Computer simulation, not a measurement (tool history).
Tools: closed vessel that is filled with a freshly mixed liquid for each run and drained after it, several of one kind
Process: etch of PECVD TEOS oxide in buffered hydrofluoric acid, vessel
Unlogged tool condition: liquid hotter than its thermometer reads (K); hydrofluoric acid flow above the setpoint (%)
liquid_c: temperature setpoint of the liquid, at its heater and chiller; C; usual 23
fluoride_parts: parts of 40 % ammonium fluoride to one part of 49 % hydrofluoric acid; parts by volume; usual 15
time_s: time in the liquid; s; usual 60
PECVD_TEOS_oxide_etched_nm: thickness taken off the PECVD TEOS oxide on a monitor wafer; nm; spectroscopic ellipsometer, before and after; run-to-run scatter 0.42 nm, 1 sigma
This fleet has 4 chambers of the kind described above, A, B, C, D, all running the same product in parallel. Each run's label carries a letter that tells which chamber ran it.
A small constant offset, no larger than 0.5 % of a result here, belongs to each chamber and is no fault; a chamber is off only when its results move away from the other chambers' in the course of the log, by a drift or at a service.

run,hour,liquid_c,fluoride_parts,time_s,hours since the thermometer was replaced,hours since the hydrofluoric acid flow meter was replaced,"read-back film thickness of the PECVD TEOS oxide reference wafer, read on the same gauge (nm)",PECVD_TEOS_oxide_etched_nm
1A,4.6,23,15,60,195.6,1798.6,70.05,67.689
2C,10.6,23,15,60,640.1,1091.8,70.032,68.171
3B,13.9,23,15,60,488.9,763.7,70.046,67.695
4D,18.7,23,15,60,469.3,551.7,70.006,67.126
5D,21.5,24.5,15,60,472.1,554.5,70.037,73.965
6A,25.3,24.5,15,60,216.3,1819.3,70.002,73.985
7B,30.2,24.5,15,60,505.2,780,69.982,74.121
8C,35.8,24.5,15,60,665.3,1117,70.003,74.533
9C,41,23,15,60,670.5,1122.2,70.046,67.585
10B,47.1,23,15,60,522.1,796.9,70.028,67.19
# hour 47.3: chamber D: thermometer replaced
11D,53.1,23,15,60,5.9,586.1,69.966,68.167
12A,58.7,23,15,60,249.7,1852.7,69.997,67.675
13A,62.3,19.5,15,60,253.3,1856.3,69.994,56.172
14C,67,19.5,15,60,696.5,1148.2,70.008,55.779
15D,69.8,19.5,15,60,22.6,602.8,69.989,55.154
16B,75.5,19.5,15,60,550.5,825.3,70.047,55.823
17A,80.3,23,15,60,271.3,1874.3,69.985,68.119
18B,85.5,23,15,60,560.5,835.3,70.028,67.5
19C,88.6,23,15,60,718.1,1169.8,70.012,69.135
20D,93.6,23,15,60,46.4,626.6,69.978,67.726
21A,97,23,15,60,288,1891,70.052,67.355
22C,101.8,23,15,60,731.3,1183,70.013,69.818
23B,107.7,23,15,60,582.7,857.5,69.997,67.532
24D,111.4,20.5,9.5,60,64.2,644.4,70.019,90.679
25A,114.5,20.5,9.5,60,305.5,1908.5,69.978,90.517
26B,119.3,20.5,9.5,60,594.3,869.1,70.01,90.256
27C,123.4,20.5,9.5,60,752.9,1204.6,70.009,93.911
28D,128.8,23,15,60,81.6,661.8,70.026,67.773
29C,134.1,23,15,60,763.6,1215.3,69.994,71.042
30D,138.3,23,15,60,91.1,671.3,70.011,67.655
31A,142.3,23,15,60,333.3,1936.3,70.025,67.46
32B,145.5,23,15,60,620.5,895.3,70.037,68.508
33B,150.2,23,15,60,625.2,900,69.98,67.753
34C,154,23,15,60,783.5,1235.2,69.98,72.034
35D,159.6,23,15,60,112.4,692.6,69.996,67.177
36A,163.5,23,15,60,354.5,1957.5,70.005,67.704
37B,168.2,23,15,60,643.2,918,69.979,67.559
38A,171.6,23,15,60,362.6,1965.6,69.987,67.91
39D,175.6,23,15,60,128.4,708.6,69.996,67.827
40C,178.4,23,15,60,807.9,1259.6,70.018,74.273

For the next run the whole fleet of 4 chambers uses the same settings. Give each chamber's results:
41A,182.8,23,15,60,,,,?
41B,182.8,23,15,60,,,,?
41C,182.8,23,15,60,,,,?
41D,182.8,23,15,60,,,,?

run,PECVD_TEOS_oxide_etched_nm
41A,67.848
41B,67.018
41C,74.282
41D,68.326
